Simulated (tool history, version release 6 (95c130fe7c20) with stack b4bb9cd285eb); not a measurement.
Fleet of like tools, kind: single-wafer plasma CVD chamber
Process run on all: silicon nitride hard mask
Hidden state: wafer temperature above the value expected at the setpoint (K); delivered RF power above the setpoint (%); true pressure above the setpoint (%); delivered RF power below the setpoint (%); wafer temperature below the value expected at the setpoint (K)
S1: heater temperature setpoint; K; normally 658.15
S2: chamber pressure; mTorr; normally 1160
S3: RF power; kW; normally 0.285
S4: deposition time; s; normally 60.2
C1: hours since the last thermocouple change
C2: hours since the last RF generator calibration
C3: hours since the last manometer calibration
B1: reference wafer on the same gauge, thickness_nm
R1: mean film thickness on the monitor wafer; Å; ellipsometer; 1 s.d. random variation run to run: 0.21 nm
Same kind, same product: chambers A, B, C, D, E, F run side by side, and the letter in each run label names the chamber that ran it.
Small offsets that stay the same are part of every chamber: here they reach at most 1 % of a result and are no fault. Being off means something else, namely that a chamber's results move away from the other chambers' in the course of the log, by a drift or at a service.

run	hour	S1	S2	S3	S4	C1	C2	C3	B1	R1
1A	6.3	658.15	1160	0.285	60.2	134.1	1193	2076.5	49.54	610.69
2D	17.2	658.15	1160	0.285	60.2	1142	1098.9	1620.9	49.506	611.54
3E	26.2	658.15	1160	0.285	60.2	638.7	1774	1118.1	49.511	613.22
4B	33.8	658.15	1160	0.285	60.2	2892.2	1223	2485.6	49.491	614.21
5C	42.5	658.15	1160	0.285	60.2	1424	282.9	1932.6	49.465	612.82
6F	48	658.15	1160	0.285	60.2	1082.4	828.4	738.8	49.551	612.65
7B	59.5	658.15	1160	0.285	60.2	2917.9	1248.7	2511.3	49.482	615.98
8E	67.5	658.15	1160	0.25	53.8	680	1815.3	1159.4	49.513	499.44
9F	73.2	658.15	1160	0.25	53.8	1107.6	853.6	764	49.507	497.05
10C	79.1	658.15	1160	0.25	53.8	1460.6	319.5	1969.2	49.473	496.9
11D	87.5	658.15	1160	0.25	53.8	1212.3	1169.2	1691.2	49.466	500.24
# hour 96.7: chamber B: thermocouple changed; heater temperature recalibrated
12A	97.6	658.15	1160	0.25	53.8	225.4	1284.3	2167.8	49.522	494.04
13A	106.4	658.15	1160	0.25	53.8	234.2	1293.1	2176.6	49.525	497.26
14D	115.2	658.15	1160	0.285	60.2	1240	1196.9	1718.9	49.491	613.69
15F	120.6	658.15	1160	0.285	60.2	1155	901	811.4	49.445	610.16
16C	125.6	658.15	1160	0.235	67.1	1507.1	366	2015.7	49.483	596.9
17E	135	658.15	1160	0.235	67.1	747.5	1882.8	1226.9	49.477	599.23
18B	140.4	658.15	1160	0.235	67.1	43.8	1329.6	2592.2	49.499	602.43
19C	146.3	658.15	1160	0.235	67.1	1527.8	386.7	2036.4	49.482	598.14
# hour 147.5: chamber A: capacitance manometer re-zeroed and calibrated
20A	156.2	658.15	1160	0.235	67.1	284	1342.9	8.8	49.493	592.3
# hour 159: chamber C: thermocouple changed; heater temperature recalibrated
21E	166.9	658.15	1160	0.235	67.1	779.4	1914.7	1258.8	49.506	600
22D	176.9	658.15	1160	0.285	60.2	1301.7	1258.6	1780.6	49.487	607.43
23B	184.2	658.15	1160	0.285	60.2	87.6	1373.4	2636	49.497	617.37
24F	192.8	658.15	1160	0.285	60.2	1227.2	973.2	883.6	49.521	610.25
25B	204.1	658.15	1160	0.285	60.2	107.5	1393.3	2655.9	49.514	617.38
26F	212.7	658.15	1160	0.285	60.2	1247.1	993.1	903.5	49.469	606.06
27C	219.2	658.15	1160	0.285	60.2	60.3	459.6	2109.3	49.503	611.12
28D	229.7	658.15	1160	0.285	60.2	1354.5	1311.4	1833.4	49.49	614.04
29E	235.6	658.15	1160	0.285	60.2	848.1	1983.4	1327.5	49.479	610.9
30A	244.7	658.15	1160	0.285	60.2	372.5	1431.4	97.3	49.471	610.88
31F	252	658.15	1160	0.285	60.2	1286.4	1032.4	942.8	49.492	610.23
32B	259.4	658.15	1160	0.285	60.2	162.8	1448.6	2711.2	49.478	616.01
33A	266	658.15	1160	0.285	60.2	393.8	1452.7	118.6	49.512	608.85
34D	274.7	658.15	1160	0.285	60.2	1399.5	1356.4	1878.4	49.489	613.07
35C	280.7	658.15	1160	0.285	60.2	121.8	521.1	2170.8	49.495	614.48
36E	290.4	664.15	1040	0.285	60.2	902.9	2038.2	1382.3	49.501	591.47
37F	297.5	664.15	1040	0.285	60.2	1331.9	1077.9	988.3	49.513	586.46

All 6 chambers run these settings next. Forecast each chamber's results:
38A	305.7	658.15	1160	0.34	60.2					?
38B	305.7	658.15	1160	0.34	60.2					?
38C	305.7	658.15	1160	0.34	60.2					?
38D	305.7	658.15	1160	0.34	60.2					?
38E	305.7	658.15	1160	0.34	60.2					?
38F	305.7	658.15	1160	0.34	60.2					?

run	R1
38A	681.03
38B	687.65
38C	686.28
38D	689.46
38E	688.9
38F	682.59

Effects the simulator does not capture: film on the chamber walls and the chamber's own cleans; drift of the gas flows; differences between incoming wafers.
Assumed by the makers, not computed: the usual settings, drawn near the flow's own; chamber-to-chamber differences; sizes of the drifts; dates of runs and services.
